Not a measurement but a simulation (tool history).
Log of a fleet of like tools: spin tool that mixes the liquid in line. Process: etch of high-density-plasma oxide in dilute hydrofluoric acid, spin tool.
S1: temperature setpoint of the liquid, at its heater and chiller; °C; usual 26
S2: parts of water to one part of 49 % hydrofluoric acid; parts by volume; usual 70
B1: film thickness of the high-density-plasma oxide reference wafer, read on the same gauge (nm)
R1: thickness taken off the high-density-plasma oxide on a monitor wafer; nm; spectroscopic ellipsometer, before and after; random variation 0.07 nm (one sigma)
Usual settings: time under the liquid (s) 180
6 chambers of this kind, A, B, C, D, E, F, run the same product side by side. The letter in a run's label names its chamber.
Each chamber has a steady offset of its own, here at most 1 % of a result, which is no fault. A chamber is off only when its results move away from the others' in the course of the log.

{"run": "1A", "hour": 3.9, "S1": 26, "S2": 70, "time under the liquid (s)": 180, "B1": 40.001, "R1": 14.988}
{"run": "2C", "hour": 7.0, "S1": 26, "S2": 70, "time under the liquid (s)": 180, "B1": 40.02, "R1": 14.779}
{"run": "3E", "hour": 10.1, "S1": 26, "S2": 70, "time under the liquid (s)": 180, "B1": 39.962, "R1": 14.657}
{"run": "4F", "hour": 15.0, "S1": 26, "S2": 70, "time under the liquid (s)": 180, "B1": 39.992, "R1": 14.647}
{"run": "5B", "hour": 20.0, "S1": 26, "S2": 70, "time under the liquid (s)": 180, "B1": 40.003, "R1": 14.784}
{"run": "6D", "hour": 23.3, "S1": 26, "S2": 70, "time under the liquid (s)": 180, "B1": 40.004, "R1": 14.789}
{"run": "7A", "hour": 26.5, "S1": 26, "S2": 85, "time under the liquid (s)": 115, "B1": 39.993, "R1": 7.7389}
{"run": "8C", "hour": 31.7, "S1": 26, "S2": 85, "time under the liquid (s)": 115, "B1": 39.998, "R1": 7.7093}
{"run": "9F", "hour": 35.8, "S1": 26, "S2": 85, "time under the liquid (s)": 115, "B1": 40.001, "R1": 7.6854}
{"run": "10E", "hour": 40.1, "S1": 26, "S2": 85, "time under the liquid (s)": 115, "B1": 39.984, "R1": 7.5132}
{"run": "11B", "hour": 43.1, "S1": 26, "S2": 85, "time under the liquid (s)": 115, "B1": 40.004, "R1": 7.5716}
{"run": "12D", "hour": 46.3, "S1": 26, "S2": 85, "time under the liquid (s)": 115, "B1": 40.009, "R1": 7.7065}
{"run": "13C", "hour": 49.2, "S1": 26, "S2": 70, "time under the liquid (s)": 180, "B1": 40.013, "R1": 14.83}
{"run": "14B", "hour": 51.6, "S1": 26, "S2": 70, "time under the liquid (s)": 180, "B1": 40.001, "R1": 14.778}
{"run": "15F", "hour": 56.2, "S1": 22, "S2": 70, "time under the liquid (s)": 145, "B1": 40.014, "R1": 10.116}
{"run": "16A", "hour": 60.7, "S1": 22, "S2": 70, "time under the liquid (s)": 145, "B1": 39.993, "R1": 10.248}
{"run": "17D", "hour": 63.9, "S1": 22, "S2": 70, "time under the liquid (s)": 145, "B1": 39.975, "R1": 10.254}
{"run": "18E", "hour": 68.8, "S1": 22, "S2": 70, "time under the liquid (s)": 145, "B1": 40.006, "R1": 9.9782}
{"run": "19D", "hour": 71.2, "S1": 22, "S2": 70, "time under the liquid (s)": 145, "B1": 40.018, "R1": 10.334}
{"run": "20F", "hour": 74.7, "S1": 22, "S2": 70, "time under the liquid (s)": 145, "B1": 40.041, "R1": 10.129}
{"hour": 74.9, "done": "chamber E: hydrofluoric acid flow meter replaced"}
{"run": "21E", "hour": 78.4, "S1": 26, "S2": 70, "time under the liquid (s)": 180, "B1": 39.985, "R1": 14.54}
{"run": "22C", "hour": 83.6, "S1": 26, "S2": 70, "time under the liquid (s)": 180, "B1": 39.993, "R1": 14.869}
{"run": "23B", "hour": 87.0, "S1": 26, "S2": 70, "time under the liquid (s)": 180, "B1": 39.963, "R1": 14.67}
{"run": "24A", "hour": 89.4, "S1": 26, "S2": 70, "time under the liquid (s)": 75, "B1": 39.99, "R1": 6.2333}
{"run": "25B", "hour": 93.2, "S1": 26, "S2": 70, "time under the liquid (s)": 75, "B1": 39.98, "R1": 6.1314}
{"run": "26F", "hour": 96.7, "S1": 26, "S2": 70, "time under the liquid (s)": 75, "B1": 40.019, "R1": 6.108}
{"run": "27C", "hour": 101.6, "S1": 26, "S2": 70, "time under the liquid (s)": 75, "B1": 40.021, "R1": 6.1666}
{"run": "28E", "hour": 106.4, "S1": 26, "S2": 70, "time under the liquid (s)": 75, "B1": 40.022, "R1": 6.0657}
{"run": "29D", "hour": 110.6, "S1": 26, "S2": 70, "time under the liquid (s)": 75, "B1": 40.003, "R1": 6.3731}
{"run": "30A", "hour": 115.7, "S1": 26, "S2": 70, "time under the liquid (s)": 180, "B1": 40.021, "R1": 14.864}
{"run": "31C", "hour": 120.4, "S1": 26, "S2": 70, "time under the liquid (s)": 180, "B1": 40.01, "R1": 14.872}
{"run": "32F", "hour": 124.4, "S1": 26, "S2": 70, "time under the liquid (s)": 180, "B1": 39.974, "R1": 14.657}
{"run": "33A", "hour": 128.1, "S1": 26, "S2": 70, "time under the liquid (s)": 180, "B1": 39.987, "R1": 14.876}
{"run": "34E", "hour": 131.8, "S1": 28, "S2": 70, "time under the liquid (s)": 180, "B1": 40.01, "R1": 15.803}
{"run": "35D", "hour": 135.2, "S1": 28, "S2": 70, "time under the liquid (s)": 180, "B1": 40.032, "R1": 16.743}
{"run": "36B", "hour": 138.6, "S1": 28, "S2": 70, "time under the liquid (s)": 180, "B1": 39.99, "R1": 15.955}

What goes on in this fleet: one chamber off, a drifting gauge, or nothing beyond the chambers' own small offsets? Name the chamber and the cause, if any.

Chamber D drifts away from the others.
Cause: hydrofluoric acid flow above the setpoint (%) = 5.05.
The log may not tell that from: liquid hotter than its thermometer reads (K).

Here are 4 candidates for chamber D's next run, each the usual settings with a change, their results left as question marks. Which one brings its results back in line with what the others give on the usual settings?
In line means no further than this from the other chambers' mean on the usual settings: R1 0.2500 nm
{"run": "37D-1", "hour": 142.4, "S1": 26, "S2": 70, "time under the liquid (s)": 190, "R1": "?"}
{"run": "37D-2", "hour": 142.4, "S1": 26, "S2": 70, "time under the liquid (s)": 170, "R1": "?"}
{"run": "37D-3", "hour": 142.4, "S1": 26, "S2": 70, "time under the liquid (s)": 160, "R1": "?"}
{"run": "37D-4", "hour": 142.4, "S1": 29, "S2": 70, "time under the liquid (s)": 180, "R1": "?"}

The other chambers' mean on the usual settings: R1 14.7740 nm
run=37D-1 R1=16.4090
run=37D-2 R1=14.6820
run=37D-3 R1=13.8180
run=37D-4 R1=17.4640
37D-2 brings the chamber back in line.
